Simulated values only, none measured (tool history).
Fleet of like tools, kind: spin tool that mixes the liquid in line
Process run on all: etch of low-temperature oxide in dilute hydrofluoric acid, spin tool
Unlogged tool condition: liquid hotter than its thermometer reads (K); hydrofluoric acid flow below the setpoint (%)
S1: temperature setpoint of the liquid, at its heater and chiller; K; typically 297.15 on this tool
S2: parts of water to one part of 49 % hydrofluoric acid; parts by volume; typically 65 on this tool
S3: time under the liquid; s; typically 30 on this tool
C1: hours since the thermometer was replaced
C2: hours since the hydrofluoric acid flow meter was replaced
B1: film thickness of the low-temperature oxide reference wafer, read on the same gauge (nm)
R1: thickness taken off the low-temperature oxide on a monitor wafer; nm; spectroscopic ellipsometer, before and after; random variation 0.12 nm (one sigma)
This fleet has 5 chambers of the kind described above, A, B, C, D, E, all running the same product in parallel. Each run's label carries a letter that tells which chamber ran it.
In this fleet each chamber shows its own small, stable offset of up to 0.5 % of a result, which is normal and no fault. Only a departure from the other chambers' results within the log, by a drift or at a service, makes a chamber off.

run   hour      S1  S2  S3     C1      C2      B1      R1
 1B      6  297.15  65  30  232.3     379     130  17.037
 2E   10.4  297.15  65  30   14.6    48.6  129.99  17.062
 3A   15.9  297.15  65  30  707.7   544.9  129.99  16.951
 4D   21.2  297.15  65  30   78.2   548.9  129.98  17.213
 5C   24.2  297.15  65  30   32.3  1038.1  130.01  17.218
 6B   30.6  297.15  65  30  256.9   403.6  130.01  17.033
 7D     35  297.15  65  30     92   562.7  130.01  17.172
 8C   39.4  297.15  65  30   47.5  1053.3     130  16.948
 9E   43.5  297.15  65  30   47.7    81.7     130  16.847
10A   47.7  297.15  65  30  739.5   576.7  130.02  16.741
11A   52.7  297.15  65  30  744.5   581.7  130.03  17.025
12C   59.1  297.15  65  30   67.2    1073  130.01  16.913
13D   64.2  297.15  65  30  121.2   591.9  129.97  17.114
14B   68.6  297.15  65  30  294.9   441.6  130.02  16.969
15E   71.8  297.15  65  30     76     110  130.03  17.083
16A   77.7  297.15  65  30  769.5   606.7     130   16.73
17D   82.7  297.15  65  30  139.7   610.4  130.02  17.237
18B   89.1  297.15  65  30  315.4   462.1  129.99  16.862
19E   95.1  295.65  65  25   99.3   133.3  129.99  13.302
20C     98  295.65  65  25  106.1  1111.9  129.98  13.062
21A  101.1  295.65  65  25  792.9   630.1  130.02  13.262
22E  106.1  295.65  65  25  110.3   144.3  129.99  13.099
23B  111.9  295.65  65  25  338.2   484.9     130  13.366
24C  117.9  297.15  65  30    126  1131.8  129.97  16.657
25D  121.5  297.15  65  30  178.5   649.2  129.98  17.417
26A  125.5  293.65  65  30  817.3   654.5     130  14.628
27B  130.6  293.65  65  30  356.9   503.6  130.04  14.907
28D  134.9  293.65  65  30  191.9   662.6  129.97  14.775
29E  139.8  293.65  65  30    144     178  129.99  14.812
30C  145.1  293.65  65  30  153.2    1159     130  14.195
31A  150.6  297.15  65  30  842.4   679.6     130  17.198
32C  154.9  297.15  65  30    163  1168.8  129.96  16.134
33B  160.8  297.15  65  30  387.1   533.8     130   16.81
34D  166.4  297.15  65  30  223.4   694.1  129.98  17.324
35E  170.2  297.15  65  30  174.4   208.4     130  17.153
36E  173.8  297.15  65  30    178     212     130  17.027
37B  177.3  297.15  65  30  403.6   550.3  130.01  16.911
38D  180.5  297.15  65  30  237.5   708.2  129.96  17.168
39C  186.4  297.15  65  30  194.5  1200.3     130  15.961

Has any chamber moved away from the others, gradually or after a service, or does the common gauge drift, or do the chambers differ only by their own small steady offsets? State the chamber and the most likely cause if one applies.

Chamber C drifts away from the others.
Most likely cause: hydrofluoric acid flow below the setpoint (%) = 5.14.
With only this log, it may be confused with: liquid colder than its thermometer reads (K).

Chamber C could run next with any of the 4 candidate recipes listed below; each alters the usual settings, and their results appear as question marks. Which one brings its results back in line with what the other chambers deliver on the usual settings?
In line means no further than this from the other chambers' mean on the usual settings: R1 0.43 nm
40C-1   191  297.65  65  30               ?
40C-2   191  298.65  65  30               ?
40C-3   191  296.65  65  30               ?
40C-4   191  295.65  65  30               ?

The other chambers' mean on the usual settings: R1 16.994 nm
  run      R1
40C-1  16.339
40C-2  17.017
40C-3   15.69
40C-4  15.055
It is 40C-2 that realigns the chamber with its peers.

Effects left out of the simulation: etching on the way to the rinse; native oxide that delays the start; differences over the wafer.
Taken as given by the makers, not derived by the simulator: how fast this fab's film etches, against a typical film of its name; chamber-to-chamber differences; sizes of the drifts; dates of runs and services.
